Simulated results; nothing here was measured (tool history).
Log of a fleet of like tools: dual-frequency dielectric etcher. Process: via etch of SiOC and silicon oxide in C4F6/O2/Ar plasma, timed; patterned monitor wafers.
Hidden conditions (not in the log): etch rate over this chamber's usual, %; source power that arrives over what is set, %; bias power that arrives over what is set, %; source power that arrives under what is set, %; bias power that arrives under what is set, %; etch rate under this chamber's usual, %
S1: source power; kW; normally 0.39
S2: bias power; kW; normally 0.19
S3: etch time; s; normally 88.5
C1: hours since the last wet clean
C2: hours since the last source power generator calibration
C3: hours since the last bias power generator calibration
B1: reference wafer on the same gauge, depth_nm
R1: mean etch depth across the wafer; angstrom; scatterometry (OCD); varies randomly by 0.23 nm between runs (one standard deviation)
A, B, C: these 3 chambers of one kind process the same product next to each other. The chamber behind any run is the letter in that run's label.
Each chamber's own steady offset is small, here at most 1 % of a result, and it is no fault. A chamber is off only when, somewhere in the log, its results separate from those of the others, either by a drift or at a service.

Run 1B, hour 3.7: usual settings; C1 433.1; C2 2475; C3 3588.5; B1 101.99. Result: R1 1007.9 angstrom.
Run 2A, hour 5.9: usual settings; C1 377.1; C2 3209.1; C3 3218.6; B1 101.99. Result: R1 1015.4 angstrom.
Run 3C, hour 10.3: usual settings; C1 77.6; C2 1309; C3 918.2; B1 101.97. Result: R1 1012.4 angstrom.
Run 4B, hour 12.4: usual settings; C1 441.8; C2 2483.7; C3 3597.2; B1 102.01. Result: R1 1013 angstrom.
Run 5A, hour 15.8: usual settings but S1 0.31 kW, S2 0.22 kW; C1 387; C2 3219; C3 3228.5; B1 102. Result: R1 974.44 angstrom.
Run 6C, hour 20: usual settings but S1 0.31 kW, S2 0.22 kW; C1 87.3; C2 1318.7; C3 927.9; B1 101.99. Result: R1 971.49 angstrom.
At hour 20.4: chamber B: wet clean of the chamber.
Run 7C, hour 23.4: usual settings but S1 0.31 kW, S2 0.22 kW; C1 90.7; C2 1322.1; C3 931.3; B1 102.02. Result: R1 975.49 angstrom.
Run 8B, hour 26.1: usual settings; C1 5.8; C2 2497.4; C3 3610.9; B1 102.02. Result: R1 1012.7 angstrom.
Run 9A, hour 30.4: usual settings; C1 401.6; C2 3233.6; C3 3243.1; B1 102. Result: R1 1015.4 angstrom.
Run 10C, hour 33.7: usual settings; C1 101; C2 1332.4; C3 941.6; B1 101.96. Result: R1 1007.8 angstrom.
Run 11A, hour 35.7: usual settings but S1 0.43 kW; C1 406.9; C2 3238.9; C3 3248.4; B1 102.02. Result: R1 1054.7 angstrom.
Run 12B, hour 38.3: usual settings but S1 0.43 kW; C1 18; C2 2509.6; C3 3623.1; B1 102.01. Result: R1 1053.3 angstrom.
Run 13B, hour 41: usual settings but S1 0.43 kW; C1 20.7; C2 2512.3; C3 3625.8; B1 101.97. Result: R1 1050.4 angstrom.
Run 14A, hour 45.3: usual settings but S1 0.46 kW; C1 416.5; C2 3248.5; C3 3258; B1 102.01. Result: R1 1081.9 angstrom.
Run 15C, hour 47.7: usual settings but S1 0.46 kW; C1 115; C2 1346.4; C3 955.6; B1 101.95. Result: R1 1075.6 angstrom.
Run 16B, hour 49.7: usual settings but S1 0.46 kW; C1 29.4; C2 2521; C3 3634.5; B1 102.06. Result: R1 1076.2 angstrom.
Run 17C, hour 53.2: usual settings; C1 120.5; C2 1351.9; C3 961.1; B1 101.96. Result: R1 1005.8 angstrom.
Run 18A, hour 55.5: usual settings; C1 426.7; C2 3258.7; C3 3268.2; B1 102.08. Result: R1 1013.7 angstrom.
Run 19C, hour 58.7: usual settings; C1 126; C2 1357.4; C3 966.6; B1 101.94. Result: R1 1006.4 angstrom.
Run 20A, hour 61.4: usual settings; C1 432.6; C2 3264.6; C3 3274.1; B1 102. Result: R1 1013.5 angstrom.
Run 21B, hour 65: usual settings; C1 44.7; C2 2536.3; C3 3649.8; B1 101.97. Result: R1 1012.6 angstrom.
Run 22C, hour 69.1: usual settings; C1 136.4; C2 1367.8; C3 977; B1 101.96. Result: R1 1013.1 angstrom.
Run 23B, hour 72.3: usual settings; C1 52; C2 2543.6; C3 3657.1; B1 101.97. Result: R1 1012.4 angstrom.
Run 24A, hour 74.5: usual settings; C1 445.7; C2 3277.7; C3 3287.2; B1 101.92. Result: R1 1011.4 angstrom.
Run 25A, hour 78.1: usual settings; C1 449.3; C2 3281.3; C3 3290.8; B1 101.98. Result: R1 1013.9 angstrom.
At hour 79: chamber B: bias power generator calibrated.
Run 26B, hour 81.3: usual settings; C1 61; C2 2552.6; C3 2.3; B1 102.08. Result: R1 996.54 angstrom.
Run 27C, hour 84.7: usual settings; C1 152; C2 1383.4; C3 992.6; B1 101.99. Result: R1 1010.7 angstrom.
Run 28B, hour 88.2: usual settings; C1 67.9; C2 2559.5; C3 9.2; B1 102.04. Result: R1 997.61 angstrom.
Run 29C, hour 90.5: usual settings; C1 157.8; C2 1389.2; C3 998.4; B1 102.04. Result: R1 1007.3 angstrom.
Run 30A, hour 94.1: usual settings but S1 0.48 kW, S2 0.219 kW; C1 465.3; C2 3297.3; C3 3306.8; B1 102.08. Result: R1 1150.9 angstrom.
Run 31C, hour 97.5: usual settings but S1 0.48 kW, S2 0.219 kW; C1 164.8; C2 1396.2; C3 1005.4; B1 102.02. Result: R1 1147.6 angstrom.
Run 32A, hour 99.6: usual settings but S1 0.48 kW, S2 0.219 kW; C1 470.8; C2 3302.8; C3 3312.3; B1 102.02. Result: R1 1153.2 angstrom.
Run 33B, hour 103.2: usual settings; C1 82.9; C2 2574.5; C3 24.2; B1 102.02. Result: R1 998.53 angstrom.
Run 34A, hour 107.4: usual settings but S2 0.228 kW, S3 104 s; C1 478.6; C2 3310.6; C3 3320.1; B1 102.02. Result: R1 1267.4 angstrom.
Run 35C, hour 109.9: usual settings but S2 0.228 kW, S3 104 s; C1 177.2; C2 1408.6; C3 1017.8; B1 101.94. Result: R1 1260.3 angstrom.
Run 36B, hour 113.7: usual settings but S2 0.228 kW, S3 104 s; C1 93.4; C2 2585; C3 34.7; B1 101.95. Result: R1 1243.3 angstrom.
Run 37C, hour 118: usual settings; C1 185.3; C2 1416.7; C3 1025.9; B1 101.98. Result: R1 1013.1 angstrom.
Run 38B, hour 120.2: usual settings; C1 99.9; C2 2591.5; C3 41.2; B1 101.99. Result: R1 995.9 angstrom.
Run 39A, hour 122.3: usual settings; C1 493.5; C2 3325.5; C3 3335; B1 102.02. Result: R1 1016 angstrom.
Run 40C, hour 124.5: usual settings; C1 191.8; C2 1423.2; C3 1032.4; B1 101.95. Result: R1 1008.8 angstrom.

Decide between three cases: one chamber stands off from its peers, the gauge reading all wafers drifts, or nothing is wrong past each chamber's small offset. Where a chamber is off, say which and what most likely put it there.

After it was serviced, chamber B no longer matches the other chambers.
Cause: bias power that arrives under what is set, % = 3.83.

Here are 4 candidates for chamber B's next run, each the usual settings with a change, their results left as question marks. Which one brings its results back in line with what the others give on the usual settings?
Allowed miss from the other chambers' usual-settings mean, per result, to count as in line: R1 8.1 angstrom
Run 41B-1, hour 127.7: usual settings but S1 0.36 kW. Result: R1 ?.
Run 41B-2, hour 127.7: usual settings but S3 90 s. Result: R1 ?.
Run 41B-3, hour 127.7: usual settings but S1 0.38 kW, S2 0.187 kW. Result: R1 ?.
Run 41B-4, hour 127.7: usual settings but S3 91 s. Result: R1 ?.

The other chambers' mean on the usual settings: R1 1012 angstrom
  run      R1
41B-1  967.25
41B-2  1014.8
41B-3  982.66
41B-4    1026
With 41B-2, the chamber falls back in line with the rest.
